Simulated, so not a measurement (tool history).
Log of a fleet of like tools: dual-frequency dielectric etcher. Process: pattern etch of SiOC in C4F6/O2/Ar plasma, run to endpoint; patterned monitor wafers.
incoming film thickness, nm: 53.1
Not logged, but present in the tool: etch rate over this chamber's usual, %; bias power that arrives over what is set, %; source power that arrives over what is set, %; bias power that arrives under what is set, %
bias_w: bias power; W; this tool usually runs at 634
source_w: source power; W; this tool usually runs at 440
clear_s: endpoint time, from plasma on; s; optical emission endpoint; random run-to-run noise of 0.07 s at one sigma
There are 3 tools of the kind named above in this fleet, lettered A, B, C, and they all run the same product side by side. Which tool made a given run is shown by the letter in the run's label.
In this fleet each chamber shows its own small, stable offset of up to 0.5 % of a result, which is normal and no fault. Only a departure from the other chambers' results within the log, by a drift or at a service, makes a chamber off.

run	hour	bias_w	source_w	hours since the last wet clean	hours since the last bias power generator calibration	hours since the last source power generator calibration	clear_s
1A	13.0	634	440	194.2	2159.8	1034.5	15.853
2C	23.0	634	440	139.5	656.9	983.9	15.664
3B	30.2	634	440	333.6	1695.6	371.9	15.665
4A	37.1	634	440	218.3	2183.9	1058.6	15.665
5B	48.3	634	440	351.7	1713.7	390.0	15.656
# hour 55.7: chamber A: bias power generator calibrated
6C	57.1	716	500	173.6	691.0	1018.0	14.389
7A	65.7	716	500	246.9	10.0	1087.2	14.383
8B	76.1	716	500	379.5	1741.5	417.8	14.351
9C	85.0	772	500	201.5	718.9	1045.9	14.056
10A	97.0	772	500	278.2	41.3	1118.5	13.935
11C	103.6	772	500	220.1	737.5	1064.5	13.934
12B	110.0	634	440	413.4	1775.4	451.7	15.701
13C	120.6	684	510	237.1	754.5	1081.5	14.649
14B	132.9	684	510	436.3	1798.3	474.6	14.520
15A	143.1	684	510	324.3	87.4	1164.6	14.489
16A	149.7	634	440	330.9	94.0	1171.2	15.760
17B	159.3	634	440	462.7	1824.7	501.0	15.855
18C	169.8	634	440	286.3	803.7	1130.7	15.812
19B	179.7	497	360	483.1	1845.1	521.4	18.623
20C	189.6	497	360	306.1	823.5	1150.5	18.648
# hour 190.1: chamber A: wet clean of the chamber
21A	199.9	497	360	9.9	144.2	1221.4	18.524
22A	212.5	634	440	22.5	156.8	1234.0	15.776
23B	220.3	634	530	523.7	1885.7	562.0	14.654
24C	233.3	634	530	349.8	867.2	1194.2	14.775
# hour 236.2: chamber B: wet clean of the chamber
25A	242.5	634	530	52.5	186.8	1264.0	14.755
26B	250.7	634	440	14.6	1916.1	592.4	15.743
27C	259.6	634	440	376.1	893.5	1220.5	15.759
28A	271.1	634	440	81.1	215.4	1292.6	15.841
29C	277.4	634	440	393.9	911.3	1238.3	15.802
30B	285.5	634	440	49.4	1950.9	627.2	15.758
31A	293.5	634	440	103.5	237.8	1315.0	15.841

Next, every chamber runs the same settings. What will each give?
32A	303.3	634	440				?
32B	303.3	634	440				?
32C	303.3	634	440				?

run	clear_s
32A	15.757
32B	15.715
32C	15.820
